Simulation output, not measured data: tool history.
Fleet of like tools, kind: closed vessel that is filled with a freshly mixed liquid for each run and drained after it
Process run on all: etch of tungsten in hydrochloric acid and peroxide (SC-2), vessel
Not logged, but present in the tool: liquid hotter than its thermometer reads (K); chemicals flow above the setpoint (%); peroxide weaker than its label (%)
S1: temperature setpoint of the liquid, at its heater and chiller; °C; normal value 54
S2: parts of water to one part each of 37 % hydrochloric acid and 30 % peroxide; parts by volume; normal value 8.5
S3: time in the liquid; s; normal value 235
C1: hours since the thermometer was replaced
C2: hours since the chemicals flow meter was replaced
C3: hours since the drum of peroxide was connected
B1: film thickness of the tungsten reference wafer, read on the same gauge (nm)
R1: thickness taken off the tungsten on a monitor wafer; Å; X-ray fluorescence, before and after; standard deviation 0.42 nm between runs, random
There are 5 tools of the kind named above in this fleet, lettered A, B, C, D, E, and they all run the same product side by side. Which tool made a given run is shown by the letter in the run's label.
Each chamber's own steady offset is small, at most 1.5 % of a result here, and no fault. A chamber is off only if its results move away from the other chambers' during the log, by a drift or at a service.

run	hour	S1	S2	S3	C1	C2	C3	B1	R1
# hour 6.8: chamber C: thermometer replaced
1C	7.2	54	8.5	235	0.5	433.2	301.8	30.008	581.80
2D	19.4	54	8.5	235	963.5	509.6	137.4	30.015	581.03
3A	34.6	54	8.5	235	953.0	1594.1	544.9	30.012	578.14
# hour 38.2: chamber D: chemicals flow meter replaced
4E	42.4	54	8.5	235	1052.2	280.3	321.7	30.018	571.03
5B	53.1	54	8.5	235	664.5	1525.5	310.8	29.975	578.24
# hour 53.8: chamber C: chemicals flow meter replaced
6A	61.4	54	8.5	235	979.8	1620.9	571.7	30.025	585.11
7D	69.1	54	8.5	235	1013.2	31.0	187.1	29.983	573.24
8C	80.2	54	8.5	235	73.5	26.4	374.8	29.986	583.44
9E	92.1	49	8.5	195	1101.9	330.0	371.4	29.989	338.80
10B	103.9	49	8.5	195	715.3	1576.3	361.6	30.004	346.42
11A	117.9	49	8.5	195	1036.3	1677.4	628.2	30.027	349.31
12B	129.9	49	8.5	195	741.3	1602.3	387.6	30.002	339.24
# hour 138.1: chamber A: new drum of peroxide connected
13E	143.5	49	8.5	195	1153.3	381.4	422.8	29.966	344.32
14C	158.9	54	8.5	235	152.2	105.1	453.5	30.011	576.78
# hour 170.5: chamber A: thermometer replaced
15D	173.4	54	8.5	235	1117.5	135.3	291.4	29.994	575.71
16A	184.4	54	8.5	235	14.0	1743.9	46.4	29.989	592.67
17E	201.0	54	8.5	235	1210.8	438.9	480.3	29.994	568.42
18C	213.7	54	10.5	235	207.0	159.9	508.3	29.998	483.24
19D	221.4	54	10.5	235	1165.5	183.3	339.4	30.003	490.88
20B	235.8	54	10.5	235	847.2	1708.2	493.5	29.999	490.92
21C	244.5	54	10.5	235	237.8	190.7	539.1	29.992	491.39
22B	254.1	54	10.5	235	865.5	1726.5	511.8	29.998	488.16
23E	267.8	54	8.5	235	1277.6	505.7	547.1	29.993	571.18
24A	277.7	54	8.5	235	107.3	1837.2	139.7	29.981	603.16
# hour 284.0: chamber B: chemicals flow meter replaced
25D	286.7	54	8.5	235	1230.8	248.6	404.7	29.991	577.60
26C	297.2	54	8.5	235	290.5	243.4	591.8	30.001	580.08
27B	304.7	54	8.5	235	916.1	20.8	562.4	30.006	591.18
28E	315.1	54	8.5	235	1324.9	553.0	594.4	29.994	565.93
# hour 316.9: chamber B: new drum of peroxide connected
29D	326.6	54	12.0	235	1270.7	288.5	444.6	29.996	434.02
30A	335.3	54	12.0	235	164.9	1894.8	197.3	30.010	451.06
31E	349.7	54	12.0	235	1359.5	587.6	629.0	29.983	434.12
32C	365.9	54	12.0	235	359.2	312.1	660.5	30.006	441.06
33D	380.4	54	12.0	235	1324.5	342.3	498.4	30.002	431.27
34A	395.7	54	8.5	305	225.3	1955.2	257.7	30.018	801.51
35B	408.8	54	8.5	305	1020.2	124.9	91.9	30.026	750.20
36A	422.7	54	8.5	305	252.3	1982.2	284.7	29.985	795.70
37B	436.7	54	8.5	305	1048.1	152.8	119.8	30.010	757.04
38C	450.6	54	8.5	305	443.9	396.8	745.2	30.025	755.99
39E	460.3	54	8.5	235	1470.1	698.2	739.6	30.009	571.62
40D	474.3	54	8.5	235	1418.4	436.2	592.3	30.019	586.55
41C	488.3	62	8.5	235	481.6	434.5	782.9	30.015	970.52
42D	502.2	62	8.5	235	1446.3	464.1	620.2	30.035	970.19
43A	511.6	62	8.5	235	341.2	2071.1	373.6	30.005	1028.00

What goes on in this fleet: one chamber off, a drifting gauge, or nothing beyond the chambers' own small offsets? Name the chamber and the cause, if any.

It is chamber A that slowly wanders off from its peers.
Cause: chemicals flow above the setpoint (%) = 9.83.

Here are 4 candidates for chamber A's next run, each the usual settings with a change, their results left as question marks. Which one brings its results back in line with what the others give on the usual settings?
A result is in line if it is within this distance of the other chambers' mean on the usual settings: R1 15.00 Å
44A-1	523.5	54.0	8.5	255					?
44A-2	523.5	54.0	8.5	230					?
44A-3	523.5	53.5	8.5	225					?
44A-4	523.5	54.0	8.5	240					?

Average result of the remaining chambers running the usual settings: R1 578.95 Å
run	R1
44A-1	680.20
44A-2	613.52
44A-3	581.32
44A-4	640.19
44A-3 brings the chamber back in line.
